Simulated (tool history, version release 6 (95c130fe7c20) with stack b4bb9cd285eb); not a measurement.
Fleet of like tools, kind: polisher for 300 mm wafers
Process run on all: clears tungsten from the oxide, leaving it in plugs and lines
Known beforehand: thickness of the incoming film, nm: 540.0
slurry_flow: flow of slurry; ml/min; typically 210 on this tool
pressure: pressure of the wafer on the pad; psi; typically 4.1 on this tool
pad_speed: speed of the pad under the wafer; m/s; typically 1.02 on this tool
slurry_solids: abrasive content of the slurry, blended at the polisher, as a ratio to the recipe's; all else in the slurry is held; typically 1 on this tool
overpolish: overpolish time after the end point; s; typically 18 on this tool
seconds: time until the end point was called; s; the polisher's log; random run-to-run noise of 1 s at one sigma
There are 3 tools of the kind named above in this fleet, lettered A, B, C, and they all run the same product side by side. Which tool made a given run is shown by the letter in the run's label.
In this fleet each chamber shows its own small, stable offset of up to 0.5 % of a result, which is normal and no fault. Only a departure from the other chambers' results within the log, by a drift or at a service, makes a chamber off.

run,hour,slurry_flow,pressure,pad_speed,slurry_solids,overpolish,seconds
# hour 1.6: chamber C: slurry tank refilled with fresh slurry and peroxide
1B,3.6,210,4.1,1.02,1,18,126.39
# hour 8: chamber A: slurry tank refilled with fresh slurry and peroxide
2A,8,210,4.1,1.02,1,18,128.52
# hour 12.1: chamber C: slurry nozzle cleaned
3C,12.4,210,4.1,1.02,1,18,126.82
4B,14.7,210,4.1,1.02,1,18,127.23
5C,17.1,210,4.1,1.02,1,18,127.42
6A,19.5,210,4.1,1.02,1,18,127.91
7A,22.2,210,4.1,1.02,1,18,126.03
8C,26.3,210,4.1,1.02,1,29,127.02
9B,29.3,210,4.1,1.02,1,29,127.58
10B,32.2,210,4.1,1.02,1,29,127.05
# hour 35.5: chamber C: worn pad replaced by a new one
11A,36.4,210,4.1,1.02,1,18,127.17
# hour 38.3: chamber B: slurry nozzle cleaned
12C,39.8,210,4.1,1.02,1,18,125.06
13A,42,210,4.1,1.02,1,18,129.16
14C,44.8,210,4.1,1.02,1,18,125.32
# hour 46.7: chamber A: worn pad replaced by a new one
15B,48.8,210,4.1,1.02,1,18,128.2
16A,52.8,210,4.1,1.02,1,18,129.56
17C,55.7,210,4.1,0.74,1,18,170.61
# hour 56: chamber B: worn pad replaced by a new one
18B,57.9,210,4.1,0.74,1,18,175.16
19B,61.8,210,4.1,0.74,1,18,175.87
20A,65.6,210,4.1,0.82,1,18,163.27
# hour 66.3: chamber A: slurry tank refilled with fresh slurry and peroxide
21C,69.1,210,4.1,0.82,1,18,155.88
22A,72.5,210,4.1,0.82,1,18,164.31
23B,75.2,210,4.1,1.02,1,18,126.78
24C,78.3,210,4.1,1.02,1,18,125.1
# hour 79.3: chamber A: head pressure recalibrated
25C,80.7,210,4.1,1.02,1,18,125.7
26B,84.1,210,4.1,1.14,0.75,18,121.17
27A,86.8,210,4.1,1.14,0.75,18,126.95
28B,90.5,210,4.1,1.14,0.75,18,120.65
# hour 92.4: chamber C: slurry blender recalibrated
29A,93.4,210,4.1,1.02,1,18,133.34
30C,96.7,210,4.1,1.02,1,18,125.37
31C,99.6,210,4.1,1.02,1,18,125.21
32B,103.4,210,4.1,1.02,1,18,126.65
33A,105.9,210,4.1,1.02,1,18,136.03
# hour 106.9: chamber A: worn pad replaced by a new one
34A,108.5,210,4.1,1.02,1,18,135.88
35C,112.6,210,4.1,0.8,1,18,160.26

One chamber off, gauge drift, or nothing amiss beyond the chambers' own small offsets? If it is a chamber, which one, and what is the likeliest cause?

One chamber, A, drifts off from the rest bit by bit.
Likeliest cause: slurry flow missing at the pad, % = 40.7.
The log may not tell that from: abrasive missing from the slurry, %.

Which of the 4 candidates below, each the usual settings with something changed and its results left as question marks, puts chamber A back in line with what the other chambers give on the usual settings?
In-line tolerance around the mean of the other chambers on the usual settings: seconds 3.5 s
36A-1,115.9,210,4,1,1,18,?
36A-2,115.9,210,3.9,0.98,1,18,?
36A-3,115.9,215,4.1,1.1,1,18,?
36A-4,115.9,210,4.3,1.02,1,18,?

On the usual settings, the other chambers give on average: seconds 126.2 s
run,seconds
36A-1,143.82
36A-2,150.45
36A-3,127.14
36A-4,131.24
36A-3 brings the chamber back in line.
